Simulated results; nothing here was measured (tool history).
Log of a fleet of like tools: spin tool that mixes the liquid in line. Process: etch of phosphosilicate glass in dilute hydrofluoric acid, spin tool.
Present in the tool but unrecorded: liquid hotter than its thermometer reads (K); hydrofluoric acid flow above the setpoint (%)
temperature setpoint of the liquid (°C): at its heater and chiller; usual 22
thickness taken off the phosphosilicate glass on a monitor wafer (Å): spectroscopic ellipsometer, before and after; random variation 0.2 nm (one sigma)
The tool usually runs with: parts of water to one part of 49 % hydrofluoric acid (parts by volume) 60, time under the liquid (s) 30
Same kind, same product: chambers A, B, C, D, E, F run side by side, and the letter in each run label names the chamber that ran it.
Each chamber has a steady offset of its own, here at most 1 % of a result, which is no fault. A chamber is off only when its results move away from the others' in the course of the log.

run    day  temperature setpoint of the liquid (°C)  parts of water to one part of 49 % hydrofluoric acid (parts by volume)  time under the liquid (s)  hours since the thermometer was replaced  hours since the hydrofluoric acid flow meter was replaced  read-back film thickness of the phosphosilicate glass reference wafer, read on the same gauge (nm)  thickness taken off the phosphosilicate glass on a monitor wafer (Å)
 1D  0.154                                       22                                                                      60                         30                                    1257.1                                                      811.5                                                                                              40.045                                                                601.11
 2B  0.438                                       22                                                                      60                         30                                     166.3                                                      360.7                                                                                              39.986                                                                595.64
 3A  0.704                                       22                                                                      60                         30                                    1570.0                                                     1148.7                                                                                              40.014                                                                596.61
 4E  1.058                                       22                                                                      60                         30                                    1129.9                                                      453.5                                                                                              39.971                                                                600.33
 5F  1.300                                       22                                                                      60                         30                                    1470.9                                                     1641.5                                                                                              40.013                                                                596.26
 6C  1.496                                       22                                                                      60                         30                                     527.0                                                      542.8                                                                                              40.011                                                                593.36
 7C  1.792                                       22                                                                      60                         15                                     534.1                                                      549.9                                                                                              39.983                                                                299.87
 8F  2.071                                       22                                                                      60                         15                                    1489.4                                                     1660.0                                                                                              40.027                                                                297.10
 9E  2.238                                       22                                                                      60                         15                                    1158.2                                                      481.8                                                                                              40.033                                                                300.75
10A  2.567                                       22                                                                      60                         15                                    1614.7                                                     1193.4                                                                                              40.010                                                                300.78
11D  2.833                                       22                                                                      60                         15                                    1321.4                                                      875.8                                                                                              39.987                                                                301.31
12B  2.992                                       22                                                                      60                         15                                     227.6                                                      422.0                                                                                              40.010                                                                300.51
13D  3.250                                       22                                                                      60                         30                                    1331.4                                                      885.8                                                                                              40.002                                                                602.33
14C  3.583                                       22                                                                      60                         30                                     577.1                                                      592.9                                                                                              40.001                                                                595.23
     3.712  -- chamber F: hydrofluoric acid flow meter replaced
15E  3.767                                       22                                                                      60                         30                                    1194.9                                                      518.5                                                                                              39.986                                                                601.32
16A  3.962                                       22                                                                      45                         20                                    1648.2                                                     1226.9                                                                                              39.963                                                                537.56
17B  4.183                                       22                                                                      45                         20                                     256.2                                                      450.6                                                                                              39.985                                                                541.91
18F  4.500                                       22                                                                      45                         20                                    1547.7                                                       18.9                                                                                              39.991                                                                537.51
19A  4.658                                       22                                                                      45                         20                                    1664.9                                                     1243.6                                                                                              40.012                                                                541.98
20F  4.946                                       22                                                                      45                         20                                    1558.4                                                       29.6                                                                                              40.026                                                                535.24
21C  5.292                                       22                                                                      45                         20                                     618.1                                                      633.9                                                                                              40.025                                                                544.75
22E  5.588                                       22                                                                      60                         30                                    1238.6                                                      562.2                                                                                              40.021                                                                601.64
23D  5.912                                       22                                                                      60                         30                                    1395.3                                                      949.7                                                                                              40.001                                                                602.28
24B  6.262                                       22                                                                      60                         50                                     306.1                                                      500.5                                                                                              40.023                                                               1000.70
25B  6.550                                       22                                                                      60                         50                                     313.0                                                      507.4                                                                                              40.007                                                               1000.10
26E  6.708                                       22                                                                      60                         50                                    1265.5                                                      589.1                                                                                              39.979                                                               1002.90
27C  6.946                                       22                                                                      60                         50                                     657.8                                                      673.6                                                                                              39.998                                                               1010.30
28D  7.179                                       22                                                                      60                         50                                    1425.7                                                      980.1                                                                                              39.961                                                                996.57
29F  7.508                                       22                                                                      60                         50                                    1619.9                                                       91.1                                                                                              39.955                                                                990.34
30A  7.708                                       22                                                                      60                         30                                    1738.1                                                     1316.8                                                                                              40.015                                                                599.07
31E  7.925                                       22                                                                      60                         30                                    1294.7                                                      618.3                                                                                              39.997                                                                599.78
32D  8.233                                       22                                                                      40                         40                                    1451.0                                                     1005.4                                                                                              39.927                                                               1222.70
33A  8.562                                       22                                                                      40                         40                                    1758.6                                                     1337.3                                                                                              39.966                                                               1222.20
34C  8.742                                       22                                                                      40                         40                                     700.9                                                      716.7                                                                                              40.026                                                               1263.50
35F  8.921                                       22                                                                      40                         40                                    1653.8                                                      125.0                                                                                              39.998                                                               1215.80
36B  9.200                                       22                                                                      40                         40                                     376.6                                                      571.0                                                                                              40.004                                                               1226.50

Predict what each chamber gives when all 6 of them run the settings below next.
37A  9.454                                       22                                                                      60                         30                                                                                                                                                                                                                                                                              ?
37B  9.454                                       22                                                                      60                         30                                                                                                                                                                                                                                                                              ?
37C  9.454                                       22                                                                      60                         30                                                                                                                                                                                                                                                                              ?
37D  9.454                                       22                                                                      60                         30                                                                                                                                                                                                                                                                              ?
37E  9.454                                       22                                                                      60                         30                                                                                                                                                                                                                                                                              ?
37F  9.454                                       22                                                                      60                         30                                                                                                                                                                                                                                                                              ?

run  thickness taken off the phosphosilicate glass on a monitor wafer (Å)
37A                                                                595.40
37B                                                                598.30
37C                                                                608.29
37D                                                                600.37
37E                                                                600.02
37F                                                                598.04
